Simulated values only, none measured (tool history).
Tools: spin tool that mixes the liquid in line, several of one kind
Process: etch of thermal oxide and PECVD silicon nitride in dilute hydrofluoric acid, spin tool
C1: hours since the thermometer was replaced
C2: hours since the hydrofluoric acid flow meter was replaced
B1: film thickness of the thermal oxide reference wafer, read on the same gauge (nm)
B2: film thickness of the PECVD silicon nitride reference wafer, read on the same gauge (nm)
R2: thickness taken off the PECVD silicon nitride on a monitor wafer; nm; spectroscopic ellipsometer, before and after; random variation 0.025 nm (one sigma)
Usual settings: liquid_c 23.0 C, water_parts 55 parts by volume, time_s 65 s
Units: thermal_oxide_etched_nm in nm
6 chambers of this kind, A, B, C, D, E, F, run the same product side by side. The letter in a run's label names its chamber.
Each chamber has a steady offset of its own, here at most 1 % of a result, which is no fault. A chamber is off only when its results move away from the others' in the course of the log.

run 1D hour=14.5 | liquid_c=23.0 water_parts=55 time_s=65 | C1=1457.9 C2=1456.1 | B1=130.00 B2=50.028 | thermal_oxide_etched_nm=5.7433 R2=2.0788
run 2F hour=23.2 | liquid_c=23.0 water_parts=55 time_s=65 | C1=1670.7 C2=418.0 | B1=129.95 B2=49.959 | thermal_oxide_etched_nm=5.6828 R2=2.1234
run 3E hour=29.9 | liquid_c=23.0 water_parts=55 time_s=65 | C1=710.3 C2=1028.8 | B1=129.99 B2=50.008 | thermal_oxide_etched_nm=5.7569 R2=2.0975
run 4A hour=40.9 | liquid_c=23.0 water_parts=55 time_s=65 | C1=2047.9 C2=1217.2 | B1=129.99 B2=49.979 | thermal_oxide_etched_nm=5.6657 R2=2.1283
run 5B hour=52.0 | liquid_c=21.5 water_parts=55 time_s=65 | C1=1547.0 C2=1632.3 | B1=130.00 B2=49.967 | thermal_oxide_etched_nm=5.3801 R2=1.8744
-- hour=52.7 chamber D: thermometer replaced
-- hour=57.3 chamber B: thermometer replaced
run 6C hour=61.4 | liquid_c=21.5 water_parts=55 time_s=65 | C1=325.6 C2=945.2 | B1=129.96 B2=49.990 | thermal_oxide_etched_nm=5.4488 R2=1.9163
run 7E hour=71.7 | liquid_c=21.5 water_parts=55 time_s=65 | C1=752.1 C2=1070.6 | B1=129.99 B2=49.995 | thermal_oxide_etched_nm=5.4272 R2=1.8814
run 8C hour=82.5 | liquid_c=21.5 water_parts=55 time_s=65 | C1=346.7 C2=966.3 | B1=130.00 B2=49.982 | thermal_oxide_etched_nm=5.4753 R2=1.9083
run 9A hour=94.9 | liquid_c=21.5 water_parts=55 time_s=65 | C1=2101.9 C2=1271.2 | B1=130.02 B2=49.997 | thermal_oxide_etched_nm=5.3568 R2=1.9313
run 10D hour=102.6 | liquid_c=21.5 water_parts=55 time_s=65 | C1=50.0 C2=1544.2 | B1=130.01 B2=50.038 | thermal_oxide_etched_nm=5.3301 R2=1.9182
run 11B hour=111.6 | liquid_c=23.0 water_parts=55 time_s=65 | C1=54.4 C2=1691.9 | B1=130.00 B2=50.008 | thermal_oxide_etched_nm=5.7217 R2=2.1139
run 12F hour=122.3 | liquid_c=18.5 water_parts=55 time_s=65 | C1=1769.8 C2=517.1 | B1=130.00 B2=50.025 | thermal_oxide_etched_nm=4.6496 R2=1.5177
run 13F hour=133.4 | liquid_c=18.5 water_parts=55 time_s=65 | C1=1780.9 C2=528.2 | B1=129.97 B2=49.993 | thermal_oxide_etched_nm=4.7496 R2=1.5372
run 14D hour=147.5 | liquid_c=18.5 water_parts=55 time_s=65 | C1=94.9 C2=1589.1 | B1=130.00 B2=49.998 | thermal_oxide_etched_nm=4.7340 R2=1.5214
-- hour=158.1 chamber E: thermometer replaced
run 15E hour=160.2 | liquid_c=18.5 water_parts=55 time_s=65 | C1=2.2 C2=1159.1 | B1=129.99 B2=50.023 | thermal_oxide_etched_nm=4.7851 R2=1.5720
-- hour=170.3 chamber A: thermometer replaced
run 16C hour=172.8 | liquid_c=18.5 water_parts=55 time_s=65 | C1=437.0 C2=1056.6 | B1=129.99 B2=49.991 | thermal_oxide_etched_nm=4.7258 R2=1.5148
run 17B hour=186.6 | liquid_c=18.5 water_parts=55 time_s=65 | C1=129.4 C2=1766.9 | B1=130.00 B2=49.985 | thermal_oxide_etched_nm=4.7459 R2=1.5416
run 18A hour=193.2 | liquid_c=23.0 water_parts=55 time_s=65 | C1=22.9 C2=1369.5 | B1=130.00 B2=49.984 | thermal_oxide_etched_nm=5.6980 R2=2.1141
run 19E hour=204.7 | liquid_c=23.0 water_parts=55 time_s=65 | C1=46.7 C2=1203.6 | B1=129.99 B2=50.005 | thermal_oxide_etched_nm=5.7495 R2=2.0979
run 20B hour=219.1 | liquid_c=23.0 water_parts=30 time_s=65 | C1=161.9 C2=1799.4 | B1=129.99 B2=50.031 | thermal_oxide_etched_nm=10.8610 R2=3.8133
run 21D hour=232.5 | liquid_c=23.0 water_parts=30 time_s=65 | C1=179.9 C2=1674.1 | B1=130.03 B2=50.017 | thermal_oxide_etched_nm=10.6790 R2=3.7731
run 22F hour=244.4 | liquid_c=23.0 water_parts=30 time_s=65 | C1=1891.9 C2=639.2 | B1=130.00 B2=50.018 | thermal_oxide_etched_nm=10.7180 R2=3.7309
run 23C hour=257.4 | liquid_c=23.0 water_parts=30 time_s=65 | C1=521.6 C2=1141.2 | B1=130.01 B2=50.020 | thermal_oxide_etched_nm=10.9900 R2=3.7645
run 24A hour=270.2 | liquid_c=23.0 water_parts=30 time_s=65 | C1=99.9 C2=1446.5 | B1=130.00 B2=49.978 | thermal_oxide_etched_nm=10.8420 R2=3.7901
run 25E hour=279.1 | liquid_c=23.0 water_parts=30 time_s=65 | C1=121.1 C2=1278.0 | B1=130.01 B2=49.985 | thermal_oxide_etched_nm=10.8520 R2=3.7177
run 26C hour=293.7 | liquid_c=23.0 water_parts=55 time_s=65 | C1=557.9 C2=1177.5 | B1=129.97 B2=50.030 | thermal_oxide_etched_nm=5.7865 R2=2.0750
run 27B hour=307.0 | liquid_c=23.0 water_parts=55 time_s=65 | C1=249.8 C2=1887.3 | B1=130.00 B2=50.032 | thermal_oxide_etched_nm=5.7206 R2=2.1054
run 28F hour=315.3 | liquid_c=23.0 water_parts=55 time_s=65 | C1=1962.8 C2=710.1 | B1=130.02 B2=49.996 | thermal_oxide_etched_nm=5.7561 R2=2.0389
run 29D hour=327.5 | liquid_c=23.0 water_parts=55 time_s=65 | C1=274.9 C2=1769.1 | B1=130.02 B2=49.982 | thermal_oxide_etched_nm=5.7302 R2=2.0788
run 30A hour=334.9 | liquid_c=23.0 water_parts=55 time_s=65 | C1=164.6 C2=1511.2 | B1=130.00 B2=49.979 | thermal_oxide_etched_nm=5.7001 R2=2.1183
run 31B hour=349.6 | liquid_c=23.0 water_parts=55 time_s=65 | C1=292.4 C2=1929.9 | B1=130.02 B2=49.991 | thermal_oxide_etched_nm=5.7536 R2=2.0820
-- hour=354.9 chamber A: hydrofluoric acid flow meter replaced
run 32F hour=358.4 | liquid_c=23.0 water_parts=55 time_s=65 | C1=2005.9 C2=753.2 | B1=130.03 B2=49.984 | thermal_oxide_etched_nm=5.7096 R2=2.1259
-- hour=369.5 chamber E: hydrofluoric acid flow meter replaced
run 33A hour=372.6 | liquid_c=23.0 water_parts=55 time_s=65 | C1=202.3 C2=17.8 | B1=129.98 B2=50.029 | thermal_oxide_etched_nm=5.7396 R2=2.0547
run 34D hour=379.7 | liquid_c=23.0 water_parts=55 time_s=65 | C1=327.1 C2=1821.3 | B1=130.03 B2=50.001 | thermal_oxide_etched_nm=5.7416 R2=2.1443
run 35E hour=393.9 | liquid_c=27.5 water_parts=45 time_s=65 | C1=235.9 C2=24.4 | B1=130.00 B2=50.027 | thermal_oxide_etched_nm=8.6186 R2=3.4753
run 36C hour=405.6 | liquid_c=27.5 water_parts=45 time_s=65 | C1=669.8 C2=1289.4 | B1=129.98 B2=50.051 | thermal_oxide_etched_nm=8.6135 R2=3.4686
run 37F hour=414.5 | liquid_c=27.5 water_parts=45 time_s=65 | C1=2062.0 C2=809.3 | B1=130.05 B2=50.042 | thermal_oxide_etched_nm=8.4211 R2=3.4644
run 38D hour=424.5 | liquid_c=27.5 water_parts=45 time_s=65 | C1=371.9 C2=1866.1 | B1=129.99 B2=49.975 | thermal_oxide_etched_nm=8.4648 R2=3.3622
run 39B hour=431.6 | liquid_c=27.5 water_parts=45 time_s=65 | C1=374.4 C2=2011.9 | B1=130.00 B2=50.001 | thermal_oxide_etched_nm=8.6397 R2=3.4450
run 40E hour=440.6 | liquid_c=27.5 water_parts=45 time_s=65 | C1=282.6 C2=71.1 | B1=129.99 B2=50.051 | thermal_oxide_etched_nm=8.5082 R2=3.5008
run 41A hour=451.6 | liquid_c=23.0 water_parts=55 time_s=65 | C1=281.3 C2=96.8 | B1=129.98 B2=49.981 | thermal_oxide_etched_nm=5.6362 R2=2.1266

Is one chamber off against the others, does the gauge drift, or is nothing wrong? If a chamber is off, say which, and what the likeliest cause is.

No chamber stands off beyond its own small offset, and the gauge holds steady.
